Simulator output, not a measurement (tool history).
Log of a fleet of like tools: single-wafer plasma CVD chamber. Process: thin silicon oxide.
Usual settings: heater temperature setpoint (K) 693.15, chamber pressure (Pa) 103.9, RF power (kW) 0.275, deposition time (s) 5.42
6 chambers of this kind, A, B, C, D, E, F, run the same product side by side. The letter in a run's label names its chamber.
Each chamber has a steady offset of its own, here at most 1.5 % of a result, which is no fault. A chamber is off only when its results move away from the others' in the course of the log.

run,hour,heater temperature setpoint (K),chamber pressure (Pa),RF power (kW),deposition time (s),hours since the last thermocouple change,hours since the last RF generator calibration,hours since the last manometer calibration,"read-back reference wafer on the same gauge, thickness_nm",mean film thickness on the monitor wafer (nm)
1E,6.1,693.15,103.9,0.275,5.42,275.8,28.8,2518.7,7.9243,9.0936
2F,17.4,693.15,103.9,0.275,5.42,2446.7,356.4,943.1,7.9134,9.2819
3A,23.2,693.15,103.9,0.275,5.42,1354.3,903.1,1954.8,7.9229,9.2459
4B,29.6,693.15,103.9,0.275,5.42,32.9,106.9,1450.8,7.9203,9.3492
5D,40.9,693.15,103.9,0.275,5.42,256.4,1850.8,828.5,7.9179,9.1736
6C,51.4,693.15,95.7,0.275,4.99,2851.5,362.7,334.5,7.9212,8.0045
# hour 55.8: chamber E: capacitance manometer re-zeroed and calibrated
7F,61.9,693.15,95.7,0.275,4.99,2491.2,400.9,987.6,7.9218,7.8756
8E,72.4,693.15,95.7,0.275,4.99,342.1,95.1,16.7,7.9219,7.8201
# hour 72.5: chamber C: thermocouple changed; heater temperature recalibrated
9D,82.3,693.15,95.7,0.275,4.99,297.8,1892.2,869.9,7.9188,7.8907
10A,87.4,693.15,95.7,0.275,4.99,1418.5,967.3,2019.0,7.9152,7.8446
11B,98.1,693.15,95.7,0.275,4.99,101.4,175.4,1519.3,7.9243,7.9261
12C,106.8,693.15,90.7,0.275,5.42,34.4,418.1,389.9,7.9302,8.1508
13C,112.8,693.15,90.7,0.275,5.42,40.4,424.1,395.9,7.9333,8.1554
14F,121.9,693.15,90.7,0.275,5.42,2551.2,460.9,1047.6,7.9231,8.0601
15D,129.6,693.15,90.7,0.275,5.42,345.1,1939.5,917.2,7.9220,8.1011
16E,138.5,693.15,90.7,0.275,5.42,408.2,161.2,82.8,7.9118,8.0147
17B,147.8,693.15,90.7,0.275,5.42,151.1,225.1,1569.0,7.9240,8.1263
18A,157.7,693.15,103.9,0.275,5.42,1488.8,1037.6,2089.3,7.9128,9.2111
19D,165.1,684.15,103.9,0.235,5.42,380.6,1975.0,952.7,7.9186,8.6327
20B,172.7,684.15,103.9,0.235,5.42,176.0,250.0,1593.9,7.9154,8.7592
21A,178.2,684.15,103.9,0.235,5.42,1509.3,1058.1,2109.8,7.9255,8.6977
22E,184.8,684.15,103.9,0.235,5.42,454.5,207.5,129.1,7.9331,8.5907
23F,194.6,684.15,103.9,0.235,5.42,2623.9,533.6,1120.3,7.9232,8.6122
24C,199.8,684.15,103.9,0.235,5.42,127.4,511.1,482.9,7.9153,8.8033
25C,204.8,693.15,103.9,0.255,4.39,132.4,516.1,487.9,7.9245,7.3597
26F,210.3,693.15,103.9,0.255,4.39,2639.6,549.3,1136.0,7.9207,7.2797
27E,219.2,693.15,103.9,0.255,4.39,488.9,241.9,163.5,7.9169,7.1280
28D,224.8,693.15,103.9,0.255,4.39,440.3,2034.7,1012.4,7.9121,7.2445
29B,232.0,693.15,103.9,0.255,4.39,235.3,309.3,1653.2,7.9268,7.3228
30A,237.6,693.15,103.9,0.255,4.39,1568.7,1117.5,2169.2,7.9207,7.2165
31B,247.1,682.15,103.9,0.275,5.09,250.4,324.4,1668.3,7.9196,8.7539
32A,255.4,682.15,103.9,0.275,5.09,1586.5,1135.3,2187.0,7.9305,8.8058
# hour 261.3: chamber D: RF generator calibrated
33D,266.1,682.15,103.9,0.275,5.09,481.6,4.8,1053.7,7.9293,8.8259
34F,275.4,682.15,103.9,0.275,5.09,2704.7,614.4,1201.1,7.9229,8.7394
35E,284.3,682.15,103.9,0.275,5.09,554.0,307.0,228.6,7.9204,8.6007
36C,290.2,682.15,103.9,0.275,5.09,217.8,601.5,573.3,7.9252,8.9091
37C,296.1,693.15,103.9,0.275,5.42,223.7,607.4,579.2,7.9151,9.3111
38F,304.0,693.15,103.9,0.275,5.42,2733.3,643.0,1229.7,7.9159,9.2513

What goes on in this fleet: one chamber off, a drifting gauge, or nothing beyond the chambers' own small offsets? Name the chamber and the cause, if any.

No chamber stands off beyond its own small offset, and the gauge holds steady.
